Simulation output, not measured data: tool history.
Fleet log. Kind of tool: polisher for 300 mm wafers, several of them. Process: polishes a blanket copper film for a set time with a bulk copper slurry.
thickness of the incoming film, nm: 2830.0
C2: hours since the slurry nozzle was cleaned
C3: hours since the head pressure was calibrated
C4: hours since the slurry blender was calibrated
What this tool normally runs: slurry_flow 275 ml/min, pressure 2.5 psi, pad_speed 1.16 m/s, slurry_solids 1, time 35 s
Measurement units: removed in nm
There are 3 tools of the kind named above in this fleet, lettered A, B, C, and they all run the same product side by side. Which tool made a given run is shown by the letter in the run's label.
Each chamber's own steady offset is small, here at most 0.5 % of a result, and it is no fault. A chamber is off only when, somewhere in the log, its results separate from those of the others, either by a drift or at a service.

{"run": "1A", "hour": 11.9, "slurry_flow": 275, "pressure": 2.5, "pad_speed": 1.16, "slurry_solids": 1, "time": 35, "wafers polished on this pad": 603, "C2": 324.0, "C3": 191.6, "C4": 218.9, "removed": 370.57}
{"run": "2C", "hour": 23.7, "slurry_flow": 275, "pressure": 2.5, "pad_speed": 1.16, "slurry_solids": 1, "time": 35, "wafers polished on this pad": 891, "C2": 554.8, "C3": 771.0, "C4": 47.7, "removed": 379.37}
{"hour": 32.2, "done": "chamber B: slurry blender recalibrated"}
{"hour": 32.6, "done": "chamber C: slurry nozzle cleaned"}
{"run": "3B", "hour": 33.1, "slurry_flow": 275, "pressure": 2.5, "pad_speed": 1.16, "slurry_solids": 1, "time": 35, "wafers polished on this pad": 905, "C2": 277.8, "C3": 227.1, "C4": 0.9, "removed": 381.53}
{"hour": 33.8, "done": "chamber A: worn pad replaced by a new one"}
{"hour": 34.9, "done": "chamber C: head pressure recalibrated"}
{"run": "4B", "hour": 48.8, "slurry_flow": 275, "pressure": 2.5, "pad_speed": 1.16, "slurry_solids": 1, "time": 35, "wafers polished on this pad": 1040, "C2": 293.5, "C3": 242.8, "C4": 16.6, "removed": 385.18}
{"run": "5A", "hour": 63.3, "slurry_flow": 275, "pressure": 2.5, "pad_speed": 1.16, "slurry_solids": 1, "time": 35, "wafers polished on this pad": 255, "C2": 375.4, "C3": 243.0, "C4": 270.3, "removed": 377.34}
{"hour": 71.1, "done": "chamber A: slurry blender recalibrated"}
{"run": "6C", "hour": 73.6, "slurry_flow": 275, "pressure": 2.5, "pad_speed": 1.16, "slurry_solids": 1, "time": 35, "wafers polished on this pad": 1321, "C2": 41.1, "C3": 38.7, "C4": 97.6, "removed": 386.49}
{"hour": 75.2, "done": "chamber C: worn pad replaced by a new one"}
{"run": "7A", "hour": 86.7, "slurry_flow": 275, "pressure": 2.5, "pad_speed": 1.16, "slurry_solids": 1, "time": 35, "wafers polished on this pad": 456, "C2": 398.8, "C3": 266.4, "C4": 15.7, "removed": 380.32}
{"run": "8C", "hour": 96.5, "slurry_flow": 275, "pressure": 2.5, "pad_speed": 1.16, "slurry_solids": 1, "time": 35, "wafers polished on this pad": 184, "C2": 64.0, "C3": 61.6, "C4": 120.5, "removed": 378.28}
{"run": "9B", "hour": 109.5, "slurry_flow": 275, "pressure": 2.5, "pad_speed": 1.16, "slurry_solids": 1, "time": 35, "wafers polished on this pad": 1563, "C2": 354.2, "C3": 303.5, "C4": 77.3, "removed": 383.27}
{"hour": 116.1, "done": "chamber A: worn pad replaced by a new one"}
{"run": "10B", "hour": 120.6, "slurry_flow": 275, "pressure": 2.5, "pad_speed": 1.16, "slurry_solids": 1, "time": 35, "wafers polished on this pad": 1659, "C2": 365.3, "C3": 314.6, "C4": 88.4, "removed": 372.58}
{"run": "11A", "hour": 135.4, "slurry_flow": 275, "pressure": 2.5, "pad_speed": 1.16, "slurry_solids": 1, "time": 35, "wafers polished on this pad": 166, "C2": 447.5, "C3": 315.1, "C4": 64.4, "removed": 378.04}
{"hour": 142.2, "done": "chamber A: slurry nozzle cleaned"}
{"run": "12C", "hour": 148.7, "slurry_flow": 275, "pressure": 2.5, "pad_speed": 1.16, "slurry_solids": 1, "time": 35, "wafers polished on this pad": 633, "C2": 116.2, "C3": 113.8, "C4": 172.7, "removed": 377.87}
{"run": "13A", "hour": 163.1, "slurry_flow": 275, "pressure": 2.0, "pad_speed": 1.16, "slurry_solids": 1, "time": 39, "wafers polished on this pad": 405, "C2": 20.9, "C3": 342.8, "C4": 92.1, "removed": 335.81}
{"run": "14C", "hour": 177.0, "slurry_flow": 275, "pressure": 2.0, "pad_speed": 1.16, "slurry_solids": 1, "time": 39, "wafers polished on this pad": 877, "C2": 144.5, "C3": 142.1, "C4": 201.0, "removed": 342.16}
{"run": "15B", "hour": 186.8, "slurry_flow": 275, "pressure": 2.0, "pad_speed": 1.16, "slurry_solids": 1, "time": 39, "wafers polished on this pad": 2230, "C2": 431.5, "C3": 380.8, "C4": 154.6, "removed": 334.9}
{"run": "16C", "hour": 198.6, "slurry_flow": 275, "pressure": 2.5, "pad_speed": 1.16, "slurry_solids": 1, "time": 35, "wafers polished on this pad": 1063, "C2": 166.1, "C3": 163.7, "C4": 222.6, "removed": 377.21}
{"hour": 203.6, "done": "chamber A: worn pad replaced by a new one"}
{"run": "17B", "hour": 205.5, "slurry_flow": 275, "pressure": 2.5, "pad_speed": 1.16, "slurry_solids": 1, "time": 35, "wafers polished on this pad": 2391, "C2": 450.2, "C3": 399.5, "C4": 173.3, "removed": 363.19}
{"run": "18A", "hour": 217.0, "slurry_flow": 275, "pressure": 2.5, "pad_speed": 1.16, "slurry_solids": 1, "time": 35, "wafers polished on this pad": 115, "C2": 74.8, "C3": 396.7, "C4": 146.0, "removed": 379.53}
{"run": "19B", "hour": 228.0, "slurry_flow": 275, "pressure": 2.5, "pad_speed": 1.16, "slurry_solids": 1, "time": 35, "wafers polished on this pad": 2585, "C2": 472.7, "C3": 422.0, "C4": 195.8, "removed": 356.94}
{"run": "20A", "hour": 234.9, "slurry_flow": 330, "pressure": 2.5, "pad_speed": 1.16, "slurry_solids": 1, "time": 35, "wafers polished on this pad": 269, "C2": 92.7, "C3": 414.6, "C4": 163.9, "removed": 393.51}
{"run": "21C", "hour": 244.4, "slurry_flow": 330, "pressure": 2.5, "pad_speed": 1.16, "slurry_solids": 1, "time": 35, "wafers polished on this pad": 1458, "C2": 211.9, "C3": 209.5, "C4": 268.4, "removed": 394.43}
{"hour": 248.7, "done": "chamber A: head pressure recalibrated"}
{"hour": 252.7, "done": "chamber C: worn pad replaced by a new one"}
{"run": "22C", "hour": 255.7, "slurry_flow": 330, "pressure": 2.5, "pad_speed": 1.16, "slurry_solids": 1, "time": 35, "wafers polished on this pad": 26, "C2": 223.2, "C3": 220.8, "C4": 279.7, "removed": 384.44}
{"run": "23B", "hour": 263.2, "slurry_flow": 275, "pressure": 2.5, "pad_speed": 1.16, "slurry_solids": 1, "time": 35, "wafers polished on this pad": 2888, "C2": 507.9, "C3": 457.2, "C4": 231.0, "removed": 354.26}
{"run": "24A", "hour": 272.3, "slurry_flow": 275, "pressure": 2.5, "pad_speed": 1.16, "slurry_solids": 1, "time": 35, "wafers polished on this pad": 592, "C2": 130.1, "C3": 23.6, "C4": 201.3, "removed": 383.47}
{"run": "25C", "hour": 281.6, "slurry_flow": 275, "pressure": 2.5, "pad_speed": 1.16, "slurry_solids": 1, "time": 35, "wafers polished on this pad": 249, "C2": 249.1, "C3": 246.7, "C4": 305.6, "removed": 375.27}
{"hour": 293.3, "done": "chamber A: worn pad replaced by a new one"}
{"run": "26B", "hour": 293.9, "slurry_flow": 275, "pressure": 2.5, "pad_speed": 1.16, "slurry_solids": 1, "time": 35, "wafers polished on this pad": 3152, "C2": 538.6, "C3": 487.9, "C4": 261.7, "removed": 351.3}
{"run": "27A", "hour": 301.8, "slurry_flow": 275, "pressure": 2.5, "pad_speed": 1.16, "slurry_solids": 1, "time": 35, "wafers polished on this pad": 74, "C2": 159.6, "C3": 53.1, "C4": 230.8, "removed": 378.34}
{"run": "28A", "hour": 316.4, "slurry_flow": 275, "pressure": 2.5, "pad_speed": 1.16, "slurry_solids": 1, "time": 35, "wafers polished on this pad": 199, "C2": 174.2, "C3": 67.7, "C4": 245.4, "removed": 381.68}
{"run": "29C", "hour": 331.0, "slurry_flow": 275, "pressure": 2.5, "pad_speed": 1.16, "slurry_solids": 1, "time": 35, "wafers polished on this pad": 675, "C2": 298.5, "C3": 296.1, "C4": 355.0, "removed": 380.47}
{"run": "30B", "hour": 341.8, "slurry_flow": 275, "pressure": 2.5, "pad_speed": 1.16, "slurry_solids": 1, "time": 35, "wafers polished on this pad": 3565, "C2": 586.5, "C3": 535.8, "C4": 309.6, "removed": 343.91}
{"run": "31C", "hour": 350.6, "slurry_flow": 225, "pressure": 2.5, "pad_speed": 1.16, "slurry_solids": 1, "time": 35, "wafers polished on this pad": 844, "C2": 318.1, "C3": 315.7, "C4": 374.6, "removed": 370.93}
{"run": "32B", "hour": 361.3, "slurry_flow": 225, "pressure": 2.5, "pad_speed": 1.16, "slurry_solids": 1, "time": 35, "wafers polished on this pad": 3733, "C2": 606.0, "C3": 555.3, "C4": 329.1, "removed": 334.87}

Does one chamber stand apart from the rest, does the shared gauge drift, or is all well apart from small per-chamber offsets? Give the chamber and the most likely cause, where there is one.

One chamber, B, drifts off from the rest bit by bit.
Cause: removal rate lost through wear of the pad, % = 10.6.
With only this log, it may be confused with: head's pressure below its setpoint, %; abrasive missing from the slurry, %.

Chamber B could run next with any of the 4 candidate recipes listed below; each alters the usual settings, and their results appear as question marks. Which one brings its results back in line with what the other chambers deliver on the usual settings?
Maximum distance from the other chambers' mean on the usual settings for a result to count as in line: removed 14.00 nm
{"run": "33B-1", "hour": 372.7, "slurry_flow": 275, "pressure": 2.5, "pad_speed": 1.1, "slurry_solids": 1, "time": 33, "removed": "?"}
{"run": "33B-2", "hour": 372.7, "slurry_flow": 275, "pressure": 2.6, "pad_speed": 1.2, "slurry_solids": 1, "time": 36, "removed": "?"}
{"run": "33B-3", "hour": 372.7, "slurry_flow": 275, "pressure": 2.5, "pad_speed": 1.18, "slurry_solids": 1, "time": 36, "removed": "?"}
{"run": "33B-4", "hour": 372.7, "slurry_flow": 175, "pressure": 2.5, "pad_speed": 1.16, "slurry_solids": 1, "time": 35, "removed": "?"}

Average result of the remaining chambers running the usual settings: removed 381.20 nm
run=33B-1 removed=305.67
run=33B-2 removed=378.22
run=33B-3 removed=357.76
run=33B-4 removed=323.50
33B-2 brings the chamber back in line.

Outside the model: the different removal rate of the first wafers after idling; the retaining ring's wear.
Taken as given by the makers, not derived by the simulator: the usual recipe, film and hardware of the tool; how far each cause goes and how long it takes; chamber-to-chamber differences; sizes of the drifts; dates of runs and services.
